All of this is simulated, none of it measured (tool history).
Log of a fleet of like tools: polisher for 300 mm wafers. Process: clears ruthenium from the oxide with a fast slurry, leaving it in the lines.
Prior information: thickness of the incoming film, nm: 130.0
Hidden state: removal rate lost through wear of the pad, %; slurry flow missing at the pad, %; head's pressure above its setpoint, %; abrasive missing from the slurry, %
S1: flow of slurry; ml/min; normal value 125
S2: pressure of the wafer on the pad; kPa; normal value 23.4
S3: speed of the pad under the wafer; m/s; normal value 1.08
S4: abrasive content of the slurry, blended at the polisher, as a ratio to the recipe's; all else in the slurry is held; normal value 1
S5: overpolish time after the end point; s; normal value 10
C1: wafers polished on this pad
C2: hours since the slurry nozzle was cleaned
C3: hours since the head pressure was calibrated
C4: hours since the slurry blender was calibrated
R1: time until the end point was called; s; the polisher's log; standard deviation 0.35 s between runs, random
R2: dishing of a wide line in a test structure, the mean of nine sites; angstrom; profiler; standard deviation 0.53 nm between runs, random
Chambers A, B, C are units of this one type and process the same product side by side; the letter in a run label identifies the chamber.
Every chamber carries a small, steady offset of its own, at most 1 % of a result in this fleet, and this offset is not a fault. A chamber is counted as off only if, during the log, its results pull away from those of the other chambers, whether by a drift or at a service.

| run | hour | S1 | S2 | S3 | S4 | S5 | C1 | C2 | C3 | C4 | R1 | R2 |
|---|---|---|---|---|---|---|---|---|---|---|---|---|
|  | 9.6 | chamber A: head pressure recalibrated |
| 1A | 12.1 | 125 | 23.4 | 1.08 | 1 | 10 | 428 | 182.1 | 2.6 | 60.4 | 22.07 | 398.02 |
| 2C | 21.1 | 125 | 23.4 | 1.08 | 1 | 10 | 602 | 80.1 | 167.1 | 271.2 | 22.317 | 389.09 |
|  | 23.5 | chamber A: worn pad replaced by a new one |
| 3B | 32.9 | 125 | 23.4 | 1.08 | 1 | 10 | 649 | 108.5 | 862.4 | 187.4 | 21.975 | 384.19 |
| 4A | 39.2 | 125 | 23.4 | 1.08 | 1 | 10 | 163 | 209.2 | 29.7 | 87.5 | 22.228 | 395.84 |
|  | 41.8 | chamber C: slurry blender recalibrated |
| 5C | 49.4 | 125 | 23.4 | 1.08 | 1.15 | 12 | 896 | 108.4 | 195.4 | 7.6 | 20.657 | 471.3 |
| 6B | 56.2 | 125 | 23.4 | 1.08 | 1.15 | 12 | 891 | 131.8 | 885.7 | 210.7 | 21.429 | 445.21 |
| 7C | 62.8 | 125 | 23.4 | 1.08 | 1.15 | 12 | 1036 | 121.8 | 208.8 | 21 | 21.109 | 472.34 |
|  | 67.5 | chamber B: worn pad replaced by a new one |
| 8A | 70.6 | 125 | 23.4 | 1.08 | 1 | 10 | 489 | 240.6 | 61.1 | 118.9 | 22.664 | 389.29 |
|  | 77.5 | chamber C: worn pad replaced by a new one |
| 9B | 82.4 | 125 | 23.4 | 1.08 | 1 | 10 | 155 | 158 | 911.9 | 236.9 | 23.319 | 382.25 |
| 10B | 88.4 | 125 | 23.4 | 1.08 | 1 | 10 | 217 | 164 | 917.9 | 242.9 | 22.902 | 367.64 |
|  | 90.2 | chamber A: worn pad replaced by a new one |
| 11C | 98.4 | 125 | 23.4 | 1.08 | 1 | 10 | 218 | 157.4 | 244.4 | 56.6 | 22.658 | 394.44 |
|  | 103.9 | chamber B: slurry nozzle cleaned |
| 12A | 108 | 125 | 27.6 | 1.08 | 1 | 10 | 185 | 278 | 98.5 | 156.3 | 18.823 | 433.43 |
| 13B | 119.1 | 125 | 27.6 | 1.08 | 1 | 10 | 536 | 15.2 | 948.6 | 273.6 | 20.919 | 418.48 |
| 14C | 128.8 | 125 | 27.6 | 1.08 | 1 | 10 | 534 | 187.8 | 274.8 | 87 | 19.18 | 440.75 |
| 15A | 137.7 | 125 | 23.4 | 0.86 | 1 | 10 | 494 | 307.7 | 128.2 | 186 | 28.133 | 327.64 |
|  | 142.4 | chamber A: worn pad replaced by a new one |
| 16C | 146 | 125 | 23.4 | 0.86 | 1 | 10 | 713 | 205 | 292 | 104.2 | 27.407 | 334.25 |
| 17A | 154.2 | 125 | 23.4 | 0.86 | 1 | 10 | 123 | 324.2 | 144.7 | 202.5 | 27.928 | 330.25 |
| 18B | 163.9 | 125 | 23.4 | 1.08 | 1 | 10 | 1002 | 60 | 993.4 | 318.4 | 24.976 | 357.58 |
|  | 167.6 | chamber B: worn pad replaced by a new one |
| 19C | 175.1 | 125 | 23.4 | 1.08 | 1 | 10 | 1015 | 234.1 | 321.1 | 133.3 | 21.973 | 403.36 |
| 20B | 184.5 | 125 | 23.4 | 1.08 | 1 | 10 | 175 | 80.6 | 1014 | 339 | 26.186 | 349.36 |
| 21A | 191 | 125 | 23.4 | 1.08 | 1 | 10 | 505 | 361 | 181.5 | 239.3 | 21.955 | 389.15 |

All chambers now run identical settings, listed one chamber a line with results as question marks. What results will each chamber show?
| 22A | 200 | 155 | 23.4 | 1.08 | 1 | 10 |  |  |  |  | ? | ? |
| 22B | 200 | 155 | 23.4 | 1.08 | 1 | 10 |  |  |  |  | ? | ? |
| 22C | 200 | 155 | 23.4 | 1.08 | 1 | 10 |  |  |  |  | ? | ? |

| run | R1 | R2 |
|---|---|---|
| 22A | 21.384 | 399.7 |
| 22B | 25.052 | 348.72 |
| 22C | 21.099 | 407.38 |

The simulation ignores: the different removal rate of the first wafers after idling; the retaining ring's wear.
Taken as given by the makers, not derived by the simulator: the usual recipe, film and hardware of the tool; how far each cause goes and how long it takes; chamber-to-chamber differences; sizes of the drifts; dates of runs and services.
